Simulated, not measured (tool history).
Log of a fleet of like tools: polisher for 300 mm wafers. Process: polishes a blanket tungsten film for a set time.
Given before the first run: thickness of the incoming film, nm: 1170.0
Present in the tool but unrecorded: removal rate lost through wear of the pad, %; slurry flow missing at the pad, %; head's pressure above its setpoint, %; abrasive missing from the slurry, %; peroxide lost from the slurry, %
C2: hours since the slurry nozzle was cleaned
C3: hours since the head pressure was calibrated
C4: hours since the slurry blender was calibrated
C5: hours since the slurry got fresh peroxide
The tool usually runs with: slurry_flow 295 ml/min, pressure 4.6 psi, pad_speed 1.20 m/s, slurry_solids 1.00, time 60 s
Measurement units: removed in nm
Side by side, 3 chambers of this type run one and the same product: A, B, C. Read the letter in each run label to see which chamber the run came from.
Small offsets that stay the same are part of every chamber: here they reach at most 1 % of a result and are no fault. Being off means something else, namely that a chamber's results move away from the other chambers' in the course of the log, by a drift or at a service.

At hour 4.5: chamber C: worn pad replaced by a new one.
At hour 12.0: chamber B: worn pad replaced by a new one.
Run 1A, hour 12.6: usual settings; wafers polished on this pad 461; C2 188.2; C3 492.5; C4 389.4; C5 132.9. Result: removed 387.16 nm.
Run 2C, hour 24.0: usual settings; wafers polished on this pad 296; C2 298.4; C3 326.3; C4 59.8; C5 107.5. Result: removed 388.73 nm.
Run 3B, hour 36.1: usual settings; wafers polished on this pad 365; C2 443.3; C3 276.4; C4 249.8; C5 51.9. Result: removed 387.82 nm.
At hour 39.3: chamber A: slurry tank refilled with fresh slurry and peroxide.
Run 4B, hour 47.1: usual settings; wafers polished on this pad 531; C2 454.3; C3 287.4; C4 260.8; C5 62.9. Result: removed 385.13 nm.
Run 5A, hour 54.8: usual settings but pressure 5.9 psi, slurry_solids 0.85; wafers polished on this pad 1099; C2 230.4; C3 534.7; C4 431.6; C5 15.6. Result: removed 465.19 nm.
At hour 56.5: chamber A: worn pad replaced by a new one.
Run 6C, hour 67.4: usual settings but pressure 5.9 psi, slurry_solids 0.85; wafers polished on this pad 952; C2 341.8; C3 369.7; C4 103.2; C5 150.9. Result: removed 475.46 nm.
At hour 69.5: chamber C: slurry tank refilled with fresh slurry and peroxide.
At hour 78.6: chamber C: worn pad replaced by a new one.
Run 7C, hour 79.0: usual settings but pressure 5.9 psi, slurry_solids 0.85; wafers polished on this pad 6; C2 353.4; C3 381.3; C4 114.8; C5 9.5. Result: removed 480.71 nm.
Run 8A, hour 87.8: usual settings; wafers polished on this pad 473; C2 263.4; C3 567.7; C4 464.6; C5 48.6. Result: removed 382.68 nm.
At hour 90.7: chamber C: slurry blender recalibrated.
At hour 91.6: chamber C: slurry nozzle cleaned.
Run 9B, hour 97.5: usual settings; wafers polished on this pad 1293; C2 504.7; C3 337.8; C4 311.2; C5 113.3. Result: removed 381.41 nm.
At hour 102.0: chamber B: worn pad replaced by a new one.
At hour 103.7: chamber A: slurry blender recalibrated.
Run 10A, hour 103.8: usual settings; wafers polished on this pad 715; C2 279.4; C3 583.7; C4 0.1; C5 64.6. Result: removed 391.13 nm.
Run 11B, hour 111.9: usual settings; wafers polished on this pad 150; C2 519.1; C3 352.2; C4 325.6; C5 127.7. Result: removed 382.46 nm.
Run 12C, hour 118.0: usual settings; wafers polished on this pad 596; C2 26.5; C3 420.3; C4 27.3; C5 48.5. Result: removed 402.23 nm.
At hour 124.6: chamber A: worn pad replaced by a new one.
Run 13A, hour 130.5: usual settings; wafers polished on this pad 89; C2 306.1; C3 610.4; C4 26.8; C5 91.3. Result: removed 380.79 nm.
At hour 135.3: chamber B: slurry tank refilled with fresh slurry and peroxide.
Run 14C, hour 139.8: usual settings but pad_speed 0.98 m/s; wafers polished on this pad 925; C2 48.3; C3 442.1; C4 49.1; C5 70.3. Result: removed 328.91 nm.
Run 15B, hour 151.5: usual settings but pad_speed 0.98 m/s; wafers polished on this pad 749; C2 558.7; C3 391.8; C4 365.2; C5 16.3. Result: removed 315.73 nm.
Run 16C, hour 157.5: usual settings but pad_speed 0.98 m/s; wafers polished on this pad 1193; C2 66.0; C3 459.8; C4 66.8; C5 88.0. Result: removed 327.15 nm.
At hour 160.9: chamber C: worn pad replaced by a new one.
Run 17B, hour 163.4: usual settings but time 40 s; wafers polished on this pad 929; C2 570.6; C3 403.7; C4 377.1; C5 28.2. Result: removed 255.96 nm.
At hour 165.6: chamber A: slurry nozzle cleaned.
Run 18A, hour 172.9: usual settings but time 40 s; wafers polished on this pad 730; C2 7.3; C3 652.8; C4 69.2; C5 133.7. Result: removed 255.12 nm.
Run 19C, hour 180.5: usual settings but time 40 s; wafers polished on this pad 297; C2 89.0; C3 482.8; C4 89.8; C5 111.0. Result: removed 269.44 nm.
Run 20A, hour 188.5: usual settings but slurry_flow 345 ml/min, time 77 s; wafers polished on this pad 966; C2 22.9; C3 668.4; C4 84.8; C5 149.3. Result: removed 505.50 nm.
At hour 191.3: chamber B: worn pad replaced by a new one.
At hour 196.8: chamber A: worn pad replaced by a new one.
At hour 199.7: chamber B: slurry blender recalibrated.
Run 21B, hour 201.4: usual settings but slurry_flow 345 ml/min, time 77 s; wafers polished on this pad 154; C2 608.6; C3 441.7; C4 1.8; C5 66.2. Result: removed 513.26 nm.
At hour 203.5: chamber A: slurry tank refilled with fresh slurry and peroxide.
Run 22A, hour 213.5: usual settings but slurry_flow 345 ml/min, time 77 s; wafers polished on this pad 252; C2 47.9; C3 693.4; C4 109.8; C5 10.1. Result: removed 508.00 nm.
Run 23B, hour 219.6: usual settings; wafers polished on this pad 429; C2 626.8; C3 459.9; C4 20.0; C5 84.4. Result: removed 385.13 nm.
Run 24C, hour 228.1: usual settings; wafers polished on this pad 1017; C2 136.6; C3 530.4; C4 137.4; C5 158.6. Result: removed 413.20 nm.
At hour 232.5: chamber C: slurry tank refilled with fresh slurry and peroxide.
At hour 233.6: chamber C: worn pad replaced by a new one.
At hour 235.1: chamber C: slurry blender recalibrated.
Run 25C, hour 239.3: usual settings; wafers polished on this pad 86; C2 147.8; C3 541.6; C4 4.3; C5 6.9. Result: removed 419.41 nm.
Run 26B, hour 246.0: usual settings; wafers polished on this pad 828; C2 653.2; C3 486.3; C4 46.4; C5 110.8. Result: removed 394.59 nm.
Run 27A, hour 252.0: usual settings; wafers polished on this pad 834; C2 86.4; C3 731.9; C4 148.3; C5 48.6. Result: removed 387.43 nm.
Run 28C, hour 260.3: usual settings; wafers polished on this pad 403; C2 168.8; C3 562.6; C4 25.3; C5 27.9. Result: removed 416.34 nm.
At hour 267.3: chamber A: worn pad replaced by a new one.
Run 29A, hour 267.8: usual settings; wafers polished on this pad 7; C2 102.2; C3 747.7; C4 164.1; C5 64.4. Result: removed 381.02 nm.
At hour 278.3: chamber B: worn pad replaced by a new one.
Run 30B, hour 280.8: usual settings; wafers polished on this pad 38; C2 688.0; C3 521.1; C4 81.2; C5 145.6. Result: removed 389.64 nm.
Run 31C, hour 293.5: usual settings; wafers polished on this pad 906; C2 202.0; C3 595.8; C4 58.5; C5 61.1. Result: removed 422.86 nm.

One chamber off, gauge drift, or nothing amiss beyond the chambers' own small offsets? If it is a chamber, which one, and what is the likeliest cause?

One chamber, C, drifts off from the rest bit by bit.
Likeliest cause: head's pressure above its setpoint, % = 12.1.

Chamber C could run next with any of the 4 candidate recipes listed below; each alters the usual settings, and their results appear as question marks. Which one brings its results back in line with what the other chambers deliver on the usual settings?
To be in line, a result may differ from the other chambers' mean on the usual settings by at most: removed 15.00 nm
Run 32C-1, hour 303.2: usual settings but slurry_flow 290 ml/min, pad_speed 1.00 m/s, slurry_solids 0.95. Result: removed ?.
Run 32C-2, hour 303.2: usual settings but pressure 4.4 psi, pad_speed 1.16 m/s, time 58 s. Result: removed ?.
Run 32C-3, hour 303.2: usual settings but pad_speed 1.34 m/s. Result: removed ?.
Run 32C-4, hour 303.2: usual settings but slurry_flow 300 ml/min, pressure 5.0 psi, pad_speed 1.30 m/s. Result: removed ?.

Average result of the remaining chambers running the usual settings: removed 386.36 nm
  run  removed
32C-1   356.17
32C-2   386.36
32C-3   481.52
32C-4   508.46
The right change is 32C-2: it brings the chamber back within the allowed miss of the others.

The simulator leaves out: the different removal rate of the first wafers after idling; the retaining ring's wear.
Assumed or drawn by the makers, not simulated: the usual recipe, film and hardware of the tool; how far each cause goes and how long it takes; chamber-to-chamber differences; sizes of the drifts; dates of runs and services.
